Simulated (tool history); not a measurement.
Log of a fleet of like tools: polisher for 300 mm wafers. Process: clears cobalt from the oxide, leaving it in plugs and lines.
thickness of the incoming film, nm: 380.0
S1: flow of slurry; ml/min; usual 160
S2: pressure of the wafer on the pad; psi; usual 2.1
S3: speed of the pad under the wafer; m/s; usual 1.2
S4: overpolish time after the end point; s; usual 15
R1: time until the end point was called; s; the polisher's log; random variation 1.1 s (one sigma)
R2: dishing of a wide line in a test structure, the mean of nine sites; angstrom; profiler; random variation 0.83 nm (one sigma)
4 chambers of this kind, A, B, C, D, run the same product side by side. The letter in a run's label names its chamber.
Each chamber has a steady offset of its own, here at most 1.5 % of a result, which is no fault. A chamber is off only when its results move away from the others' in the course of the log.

At hour 3.7: chamber D: worn pad replaced by a new one.
Run 1B, hour 9.2: usual settings. Result: R1 57.209 s, R2 409.62 angstrom.
Run 2A, hour 18.2: usual settings. Result: R1 55.585 s, R2 393.70 angstrom.
Run 3D, hour 22.7: usual settings. Result: R1 57.019 s, R2 394.02 angstrom.
Run 4C, hour 27.7: usual settings. Result: R1 56.453 s, R2 392.36 angstrom.
Run 5B, hour 32.8: usual settings. Result: R1 58.511 s, R2 399.74 angstrom.
Run 6C, hour 39.0: usual settings. Result: R1 56.710 s, R2 390.23 angstrom.
Run 7D, hour 43.8: usual settings. Result: R1 56.596 s, R2 391.03 angstrom.
Run 8A, hour 48.8: usual settings. Result: R1 56.973 s, R2 403.66 angstrom.
At hour 51.1: chamber B: slurry nozzle cleaned.
Run 9B, hour 54.9: usual settings. Result: R1 54.943 s, R2 400.90 angstrom.
At hour 57.6: chamber D: head pressure recalibrated.
At hour 61.6: chamber B: worn pad replaced by a new one.
Run 10A, hour 64.3: usual settings but S4 12 s. Result: R1 56.554 s, R2 370.96 angstrom.
Run 11C, hour 73.4: usual settings but S4 12 s. Result: R1 56.677 s, R2 368.44 angstrom.
Run 12D, hour 82.2: usual settings but S4 12 s. Result: R1 56.718 s, R2 364.07 angstrom.
At hour 83.0: chamber A: worn pad replaced by a new one.
Run 13A, hour 89.6: usual settings but S4 12 s. Result: R1 55.836 s, R2 370.15 angstrom.
Run 14B, hour 96.5: usual settings. Result: R1 58.001 s, R2 397.75 angstrom.
Run 15C, hour 103.6: usual settings. Result: R1 59.231 s, R2 399.42 angstrom.
Run 16D, hour 109.0: usual settings. Result: R1 57.108 s, R2 394.46 angstrom.
Run 17A, hour 115.3: usual settings. Result: R1 56.099 s, R2 399.54 angstrom.
Run 18C, hour 124.6: usual settings. Result: R1 56.847 s, R2 387.32 angstrom.
Run 19D, hour 133.6: usual settings. Result: R1 57.747 s, R2 401.62 angstrom.
Run 20B, hour 141.2: usual settings. Result: R1 55.781 s, R2 405.36 angstrom.
At hour 148.3: chamber D: worn pad replaced by a new one.
Run 21D, hour 149.0: usual settings. Result: R1 57.873 s, R2 386.79 angstrom.
Run 22B, hour 157.0: usual settings. Result: R1 54.597 s, R2 409.29 angstrom.
Run 23C, hour 165.4: usual settings. Result: R1 59.661 s, R2 391.32 angstrom.
Run 24A, hour 174.4: usual settings. Result: R1 57.639 s, R2 396.69 angstrom.
Run 25A, hour 181.7: usual settings. Result: R1 56.575 s, R2 400.63 angstrom.
Run 26D, hour 187.6: usual settings. Result: R1 56.194 s, R2 396.10 angstrom.
At hour 189.8: chamber A: worn pad replaced by a new one.
Run 27B, hour 195.7: usual settings. Result: R1 57.266 s, R2 387.79 angstrom.
At hour 200.9: chamber B: worn pad replaced by a new one.
Run 28C, hour 200.9: usual settings. Result: R1 63.133 s, R2 383.12 angstrom.
Run 29C, hour 208.6: usual settings. Result: R1 61.033 s, R2 388.61 angstrom.
Run 30D, hour 217.9: usual settings but S1 110 ml/min, S4 11 s. Result: R1 62.304 s, R2 344.01 angstrom.
Run 31A, hour 226.5: usual settings but S1 110 ml/min, S4 11 s. Result: R1 60.985 s, R2 359.11 angstrom.
Run 32B, hour 230.6: usual settings but S1 110 ml/min, S4 11 s. Result: R1 60.984 s, R2 337.77 angstrom.
Run 33B, hour 234.9: usual settings but S1 110 ml/min, S4 11 s. Result: R1 61.746 s, R2 349.61 angstrom.
Run 34D, hour 244.3: usual settings. Result: R1 58.611 s, R2 398.74 angstrom.

Next, every chamber runs the same settings. What will each give?
Run 35A, hour 251.0: usual settings. Result: R1 ?, R2 ?.
Run 35B, hour 251.0: usual settings. Result: R1 ?, R2 ?.
Run 35C, hour 251.0: usual settings. Result: R1 ?, R2 ?.
Run 35D, hour 251.0: usual settings. Result: R1 ?, R2 ?.

run      R1      R2
35A  57.758  393.66
35B  56.952  405.63
35C  63.393  382.21
35D  57.475  397.93

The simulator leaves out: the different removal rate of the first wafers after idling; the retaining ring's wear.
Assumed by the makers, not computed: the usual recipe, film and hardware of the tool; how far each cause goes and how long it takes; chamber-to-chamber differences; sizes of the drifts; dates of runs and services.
